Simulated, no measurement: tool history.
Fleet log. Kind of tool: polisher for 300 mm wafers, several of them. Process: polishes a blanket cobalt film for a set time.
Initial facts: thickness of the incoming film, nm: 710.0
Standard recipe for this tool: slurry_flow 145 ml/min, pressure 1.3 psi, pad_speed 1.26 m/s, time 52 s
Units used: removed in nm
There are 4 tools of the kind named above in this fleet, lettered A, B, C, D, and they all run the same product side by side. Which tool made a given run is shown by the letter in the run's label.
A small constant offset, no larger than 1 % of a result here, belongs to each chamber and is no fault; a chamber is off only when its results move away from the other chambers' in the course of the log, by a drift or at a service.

run	hour	slurry_flow	pressure	pad_speed	time	wafers polished on this pad	hours since the slurry nozzle was cleaned	hours since the head pressure was calibrated	removed
# hour 1.3: chamber A: worn pad replaced by a new one
1A	2.9	145	1.3	1.26	52	19	530.8	406.8	249.38
2C	6.7	145	1.3	1.26	52	1309	71.5	514.2	245.89
# hour 9.6: chamber C: worn pad replaced by a new one
3D	10.8	145	1.3	1.26	52	366	239.2	677.7	255.86
4B	15.8	145	1.3	1.26	52	398	368.3	167	263.78
5D	19.3	145	1.3	1.26	52	465	247.7	686.2	256.52
6C	25.8	145	1.3	1.26	52	190	90.6	533.3	254.66
7B	32.3	145	1.3	1.26	52	591	384.8	183.5	256.97
8A	36.3	145	1.3	1.26	52	409	564.2	440.2	254.97
9B	41.6	145	1.3	1.26	52	699	394.1	192.8	253.73
# hour 41.8: chamber D: worn pad replaced by a new one
# hour 42.6: chamber B: worn pad replaced by a new one
10D	45.1	145	1.3	1.26	52	39	273.5	712	249.25
11A	49.9	160	1.3	1.26	52	568	577.8	453.8	255.49
12C	53	160	1.3	1.26	52	507	117.8	560.5	259.91
13A	57.4	160	1.3	1.26	52	656	585.3	461.3	253.36
14C	61.9	160	1.3	1.26	52	611	126.7	569.4	259.13
15B	67.1	145	1.3	1.26	52	287	419.6	218.3	254.28
16D	71.3	145	1.3	1.26	52	345	299.7	738.2	243.76
# hour 73: chamber A: worn pad replaced by a new one
# hour 73.4: chamber A: head pressure recalibrated
17C	74.5	145	1.3	1.26	52	759	139.3	582	256.84
18B	79.2	145	1.3	1.26	52	428	431.7	230.4	256.82
19A	85.6	145	1.3	1.26	52	148	613.5	12.2	247.32
20D	89.6	145	1.3	1.26	52	558	318	756.5	246.79
21A	94.8	145	1.3	1.26	52	255	622.7	21.4	252.56
22D	99.7	145	1.3	1.26	52	677	328.1	766.6	241.17
23B	103.9	110	1.6	1.26	52	717	456.4	255.1	287.73
# hour 104.7: chamber B: worn pad replaced by a new one
24C	108.5	110	1.6	1.26	52	1156	173.3	616	293.86
25B	114.3	110	1.6	1.26	52	112	466.8	265.5	297.64

One chamber off, gauge drift, or nothing amiss beyond the chambers' own small offsets? If it is a chamber, which one, and what is the likeliest cause?

It is chamber D that slowly wanders off from its peers.
Cause: slurry flow missing at the pad, % = 29.6.
Not necessarily distinguishable in this log from: head's pressure below its setpoint, %.

Which of the 4 candidates below, each the usual settings with something changed and its results left as question marks, puts chamber D back in line with what the other chambers give on the usual settings?
To be in line, a result may differ from the other chambers' mean on the usual settings by at most: removed 12 nm
26D-1	119.1	150	1.3	1.26	56				?
26D-2	119.1	145	1.2	1.2	50				?
26D-3	119.1	150	1.3	1.26	60				?
26D-4	119.1	105	1.3	1.26	52				?

What the other chambers average on the usual settings: removed 253.75 nm
run	removed
26D-1	253.53
26D-2	197.28
26D-3	271.64
26D-4	213.06
With 26D-1, the chamber falls back in line with the rest.

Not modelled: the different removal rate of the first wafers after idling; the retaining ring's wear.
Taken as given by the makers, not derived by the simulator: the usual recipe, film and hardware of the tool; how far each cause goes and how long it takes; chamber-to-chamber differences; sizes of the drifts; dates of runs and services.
